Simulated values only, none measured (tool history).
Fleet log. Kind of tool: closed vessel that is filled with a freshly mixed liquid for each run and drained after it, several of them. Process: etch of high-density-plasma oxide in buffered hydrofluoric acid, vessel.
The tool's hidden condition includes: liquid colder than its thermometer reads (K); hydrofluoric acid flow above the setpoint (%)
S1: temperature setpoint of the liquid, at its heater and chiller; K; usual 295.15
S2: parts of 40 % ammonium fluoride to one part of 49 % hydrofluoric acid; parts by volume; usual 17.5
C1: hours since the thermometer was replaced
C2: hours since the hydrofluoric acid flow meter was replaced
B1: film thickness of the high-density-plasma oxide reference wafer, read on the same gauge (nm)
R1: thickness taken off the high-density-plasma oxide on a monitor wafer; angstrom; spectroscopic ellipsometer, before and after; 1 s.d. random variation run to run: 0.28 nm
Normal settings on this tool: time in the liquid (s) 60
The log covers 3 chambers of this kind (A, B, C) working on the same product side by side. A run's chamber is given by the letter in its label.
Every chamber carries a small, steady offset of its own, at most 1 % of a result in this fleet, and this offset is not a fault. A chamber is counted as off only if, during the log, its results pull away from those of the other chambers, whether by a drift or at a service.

run 1B hour=5.8 | S1=295.15 S2=17.5 time_in_the_liquid_(s)=60 | C1=71.6 C2=264.3 | B1=60.012 | R1=635.60
run 2C hour=10.0 | S1=295.15 S2=17.5 time_in_the_liquid_(s)=60 | C1=842.2 C2=348.6 | B1=59.999 | R1=628.13
run 3A hour=14.5 | S1=295.15 S2=17.5 time_in_the_liquid_(s)=60 | C1=670.5 C2=122.1 | B1=59.993 | R1=631.78
run 4C hour=19.5 | S1=295.15 S2=17.5 time_in_the_liquid_(s)=60 | C1=851.7 C2=358.1 | B1=60.018 | R1=628.99
run 5B hour=24.8 | S1=295.15 S2=17.5 time_in_the_liquid_(s)=60 | C1=90.6 C2=283.3 | B1=60.018 | R1=636.24
run 6A hour=28.9 | S1=295.15 S2=17.5 time_in_the_liquid_(s)=60 | C1=684.9 C2=136.5 | B1=60.041 | R1=630.63
run 7B hour=35.0 | S1=295.15 S2=12.0 time_in_the_liquid_(s)=60 | C1=100.8 C2=293.5 | B1=59.999 | R1=917.42
run 8A hour=40.1 | S1=295.15 S2=12.0 time_in_the_liquid_(s)=60 | C1=696.1 C2=147.7 | B1=60.013 | R1=920.49
run 9C hour=45.5 | S1=295.15 S2=12.0 time_in_the_liquid_(s)=60 | C1=877.7 C2=384.1 | B1=59.963 | R1=909.83
run 10A hour=51.1 | S1=295.15 S2=17.5 time_in_the_liquid_(s)=60 | C1=707.1 C2=158.7 | B1=60.023 | R1=625.76
run 11C hour=54.1 | S1=295.15 S2=17.5 time_in_the_liquid_(s)=60 | C1=886.3 C2=392.7 | B1=59.948 | R1=631.18
run 12B hour=59.4 | S1=295.15 S2=17.5 time_in_the_liquid_(s)=60 | C1=125.2 C2=317.9 | B1=60.006 | R1=635.90
run 13A hour=65.3 | S1=295.15 S2=17.5 time_in_the_liquid_(s)=60 | C1=721.3 C2=172.9 | B1=59.992 | R1=633.47
run 14C hour=70.6 | S1=295.15 S2=17.5 time_in_the_liquid_(s)=60 | C1=902.8 C2=409.2 | B1=59.957 | R1=632.74
run 15B hour=75.1 | S1=295.15 S2=17.5 time_in_the_liquid_(s)=60 | C1=140.9 C2=333.6 | B1=60.028 | R1=636.03
run 16A hour=78.5 | S1=295.15 S2=17.5 time_in_the_liquid_(s)=60 | C1=734.5 C2=186.1 | B1=59.941 | R1=629.82
run 17B hour=82.7 | S1=295.15 S2=17.5 time_in_the_liquid_(s)=60 | C1=148.5 C2=341.2 | B1=60.020 | R1=640.93
run 18C hour=88.8 | S1=295.15 S2=17.5 time_in_the_liquid_(s)=60 | C1=921.0 C2=427.4 | B1=59.997 | R1=634.43
run 19B hour=93.6 | S1=295.15 S2=15.0 time_in_the_liquid_(s)=60 | C1=159.4 C2=352.1 | B1=60.004 | R1=741.53
run 20C hour=98.1 | S1=295.15 S2=15.0 time_in_the_liquid_(s)=60 | C1=930.3 C2=436.7 | B1=59.995 | R1=728.22
run 21A hour=104.0 | S1=295.15 S2=15.0 time_in_the_liquid_(s)=60 | C1=760.0 C2=211.6 | B1=59.999 | R1=733.14
run 22A hour=110.6 | S1=295.15 S2=17.5 time_in_the_liquid_(s)=60 | C1=766.6 C2=218.2 | B1=60.012 | R1=632.63
run 23C hour=113.8 | S1=295.15 S2=17.5 time_in_the_liquid_(s)=60 | C1=946.0 C2=452.4 | B1=59.966 | R1=630.56

Is one chamber off against the others, does the gauge drift, or is nothing wrong? If a chamber is off, say which, and what the likeliest cause is.

No chamber is off and the gauge is stable; the differences are just each chamber's small, constant offset.

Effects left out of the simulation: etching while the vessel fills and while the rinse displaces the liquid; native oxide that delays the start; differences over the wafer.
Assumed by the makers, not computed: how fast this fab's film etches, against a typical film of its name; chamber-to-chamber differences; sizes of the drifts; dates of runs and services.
